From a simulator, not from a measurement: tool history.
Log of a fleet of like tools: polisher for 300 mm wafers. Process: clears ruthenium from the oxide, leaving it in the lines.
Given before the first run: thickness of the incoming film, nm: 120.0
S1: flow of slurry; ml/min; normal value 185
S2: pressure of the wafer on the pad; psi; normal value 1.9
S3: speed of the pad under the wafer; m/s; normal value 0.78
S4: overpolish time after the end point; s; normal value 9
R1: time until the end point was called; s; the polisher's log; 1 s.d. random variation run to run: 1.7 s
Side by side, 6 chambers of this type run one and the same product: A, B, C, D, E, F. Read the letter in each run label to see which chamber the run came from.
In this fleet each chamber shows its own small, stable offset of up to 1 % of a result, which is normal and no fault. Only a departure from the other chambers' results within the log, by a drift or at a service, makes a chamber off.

At day 0.267: chamber F: slurry nozzle cleaned.
Run 1B, day 0.362: usual settings. Result: R1 141.58 s.
Run 2C, day 0.617: usual settings. Result: R1 143.98 s.
Run 3D, day 1.017: usual settings. Result: R1 138.76 s.
Run 4E, day 1.35: usual settings. Result: R1 142.56 s.
Run 5F, day 1.688: usual settings. Result: R1 144.19 s.
At day 1.954: chamber D: worn pad replaced by a new one.
Run 6A, day 1.988: usual settings but S1 125 ml/min. Result: R1 153.41 s.
At day 2.054: chamber E: worn pad replaced by a new one.
At day 2.092: chamber B: worn pad replaced by a new one.
At day 2.096: chamber A: worn pad replaced by a new one.
Run 7A, day 2.392: usual settings but S1 125 ml/min. Result: R1 149.62 s.
Run 8B, day 2.754: usual settings but S1 125 ml/min. Result: R1 151 s.
At day 2.879: chamber F: worn pad replaced by a new one.
At day 3.021: chamber C: worn pad replaced by a new one.
Run 9D, day 3.133: usual settings but S1 125 ml/min. Result: R1 151.86 s.
Run 10C, day 3.612: usual settings but S1 125 ml/min. Result: R1 155.01 s.
Run 11E, day 3.958: usual settings but S1 125 ml/min. Result: R1 153.84 s.
At day 4.225: chamber C: slurry nozzle cleaned.
Run 12F, day 4.404: usual settings but S3 0.86 m/s. Result: R1 132.86 s.
Run 13D, day 4.838: usual settings but S3 0.86 m/s. Result: R1 130.91 s.
Run 14C, day 5.088: usual settings but S3 0.86 m/s. Result: R1 126.18 s.
At day 5.329: chamber D: worn pad replaced by a new one.
At day 5.392: chamber E: worn pad replaced by a new one.
Run 15A, day 5.588: usual settings but S3 0.86 m/s. Result: R1 131.31 s.
Run 16E, day 5.829: usual settings but S3 0.86 m/s. Result: R1 132.26 s.
At day 5.833: chamber C: worn pad replaced by a new one.
At day 5.842: chamber B: worn pad replaced by a new one.
At day 5.896: chamber F: worn pad replaced by a new one.
Run 17B, day 6.125: usual settings but S3 0.86 m/s. Result: R1 133.19 s.
Run 18F, day 6.562: usual settings. Result: R1 144.63 s.
At day 6.596: chamber E: slurry nozzle cleaned.
At day 6.883: chamber A: worn pad replaced by a new one.
Run 19C, day 6.962: usual settings. Result: R1 140.83 s.
Run 20D, day 7.212: usual settings. Result: R1 143.73 s.
At day 7.4: chamber F: head pressure recalibrated.
Run 21A, day 7.6: usual settings. Result: R1 141.89 s.
Run 22F, day 8.062: usual settings. Result: R1 142.73 s.
At day 8.096: chamber D: worn pad replaced by a new one.
Run 23B, day 8.321: usual settings but S2 1.3 psi, S3 1.04 m/s. Result: R1 162.18 s.
At day 8.646: chamber E: worn pad replaced by a new one.
Run 24E, day 8.658: usual settings but S2 1.3 psi, S3 1.04 m/s. Result: R1 159.12 s.
Run 25F, day 8.992: usual settings but S2 1.3 psi, S3 1.04 m/s. Result: R1 158.19 s.
At day 9.217: chamber B: worn pad replaced by a new one.
At day 9.267: chamber C: head pressure recalibrated.
Run 26D, day 9.275: usual settings but S2 1.3 psi, S3 1.04 m/s. Result: R1 156.46 s.
At day 9.354: chamber F: worn pad replaced by a new one.
At day 9.467: chamber C: worn pad replaced by a new one.
Run 27B, day 9.512: usual settings but S2 1.3 psi, S3 1.04 m/s. Result: R1 164.2 s.
At day 9.567: chamber A: slurry nozzle cleaned.
Run 28C, day 10: usual settings but S2 1.3 psi, S3 1.04 m/s. Result: R1 153.42 s.
Run 29E, day 10.262: usual settings but S1 240 ml/min, S4 11 s. Result: R1 138.85 s.
Run 30A, day 10.788: usual settings but S1 240 ml/min, S4 11 s. Result: R1 138.58 s.
Run 31F, day 11.292: usual settings but S1 240 ml/min, S4 11 s. Result: R1 138.71 s.
At day 11.392: chamber D: worn pad replaced by a new one.
At day 11.525: chamber E: worn pad replaced by a new one.
At day 11.679: chamber A: worn pad replaced by a new one.
Run 32E, day 11.792: usual settings but S1 240 ml/min, S4 11 s. Result: R1 135.61 s.
At day 12.025: chamber B: slurry nozzle cleaned.
At day 12.042: chamber D: slurry nozzle cleaned.
Run 33C, day 12.092: usual settings but S1 240 ml/min, S4 11 s. Result: R1 135.97 s.
At day 12.4: chamber C: worn pad replaced by a new one.
Run 34B, day 12.462: usual settings but S1 240 ml/min, S4 11 s. Result: R1 150.86 s.
At day 12.608: chamber F: worn pad replaced by a new one.
Run 35D, day 12.912: usual settings. Result: R1 143.36 s.
At day 13.233: chamber B: worn pad replaced by a new one.
Run 36A, day 13.379: usual settings. Result: R1 143.06 s.
Run 37D, day 13.621: usual settings but S2 2.4 psi. Result: R1 112.08 s.
At day 13.867: chamber E: head pressure recalibrated.
Run 38F, day 14.142: usual settings but S2 2.4 psi. Result: R1 112.65 s.
Run 39B, day 14.671: usual settings but S2 2.4 psi. Result: R1 125.31 s.
Run 40C, day 14.967: usual settings but S2 2.4 psi. Result: R1 112.72 s.
At day 15.129: chamber E: worn pad replaced by a new one.
Run 41E, day 15.429: usual settings but S2 2.4 psi. Result: R1 115.79 s.
Run 42A, day 15.858: usual settings but S2 2.4 psi. Result: R1 110.68 s.

Which is it: a chamber that has drifted or been left off by a service, a gauge drift common to all chambers, or only each chamber's usual small offset? If a chamber is off, name it and its likeliest cause.

One chamber, B, drifts off from the rest bit by bit.
Cause: head's pressure below its setpoint, % = 11.5.

Which of the 4 candidates below, each the usual settings with something changed and its results left as question marks, puts chamber B back in line with what the other chambers give on the usual settings?
To be in line, a result may differ from the other chambers' mean on the usual settings by at most: R1 6.1 s
Run 43B-1, day 16.246: usual settings but S1 190 ml/min, S2 2.1 psi, S3 0.88 m/s. Result: R1 ?.
Run 43B-2, day 16.246: usual settings but S2 1.8 psi, S3 0.74 m/s. Result: R1 ?.
Run 43B-3, day 16.246: usual settings but S2 1.5 psi. Result: R1 ?.
Run 43B-4, day 16.246: usual settings but S3 0.86 m/s. Result: R1 ?.

On the usual settings, the other chambers give on average: R1 142.85 s
  run      R1
43B-1  128.65
43B-2  179.71
43B-3  204.58
43B-4  146.14
43B-4 brings the chamber back in line.
